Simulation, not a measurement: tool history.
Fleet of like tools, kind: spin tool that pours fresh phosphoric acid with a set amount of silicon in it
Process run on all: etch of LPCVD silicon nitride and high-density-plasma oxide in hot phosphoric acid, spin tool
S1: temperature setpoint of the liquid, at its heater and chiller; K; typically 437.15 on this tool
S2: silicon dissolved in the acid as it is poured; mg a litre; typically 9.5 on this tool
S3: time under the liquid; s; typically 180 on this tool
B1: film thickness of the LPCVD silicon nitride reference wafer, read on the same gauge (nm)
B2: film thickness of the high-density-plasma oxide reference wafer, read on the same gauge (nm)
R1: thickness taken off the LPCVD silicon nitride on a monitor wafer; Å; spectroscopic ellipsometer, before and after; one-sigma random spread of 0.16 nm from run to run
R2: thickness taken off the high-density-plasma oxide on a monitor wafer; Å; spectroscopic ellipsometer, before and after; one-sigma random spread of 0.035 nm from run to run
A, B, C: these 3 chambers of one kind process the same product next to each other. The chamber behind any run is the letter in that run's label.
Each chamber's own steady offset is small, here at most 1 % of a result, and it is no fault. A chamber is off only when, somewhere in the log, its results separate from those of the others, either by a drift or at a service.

run	hour	S1	S2	S3	B1	B2	R1	R2
1C	6.4	437.15	9.5	180	80.004	149.99	191.11	4.4284
2A	17.9	437.15	9.5	180	80.01	150	193.84	4.9266
3B	29.1	437.15	9.5	180	79.992	149.98	190.12	5.2402
4B	37.3	437.15	9.5	180	80.023	150.03	192.01	4.131
5A	49.4	437.15	9.5	180	79.993	149.98	191.92	4.7043
6C	59.9	437.15	9.5	180	80.001	150.01	188.16	4.0997
# hour 60.1: chamber A: thermometer replaced
7A	69.3	437.15	9.5	180	80.008	149.98	193.64	4.7163
8C	79.2	437.15	9.5	180	80.004	150.05	189.85	4.8864
9B	91.3	437.15	9.5	180	80.022	149.98	190.93	4.7124
10A	97.3	437.15	9.5	180	79.992	150.02	191.7	3.9371
11C	104.5	437.15	9.5	180	80.011	149.95	193.01	4.3911
12B	115.4	437.15	9.5	180	80.028	150.02	191.58	4.862
13C	127.7	438.65	9.5	75	80.009	150.03	84.131	2.4535
14B	133.8	438.65	9.5	75	80.007	150.01	84.119	2.1251
15A	143.8	438.65	9.5	75	79.998	150.01	83.9	2.1053
16C	153.8	437.15	9.5	180	80.018	150.04	193.89	4.0374
17A	163.1	437.15	9.5	180	80.007	150.02	190.25	4.7053
18B	169.6	437.15	9.5	180	79.989	149.99	191.34	4.6052
19B	175.9	437.15	9.5	180	79.996	149.96	189.81	3.9123
20A	184.8	437.15	9.5	180	79.975	150	194	5.0162

Next, all 3 chambers run the settings below, one line each with question marks for the results. What does each chamber give?
21A	193.8	437.15	9.5	105			?	?
21B	193.8	437.15	9.5	105			?	?
21C	193.8	437.15	9.5	105			?	?

run	R1	R2
21A	110.99	2.753
21B	112.38	2.963
21C	112.62	2.5135
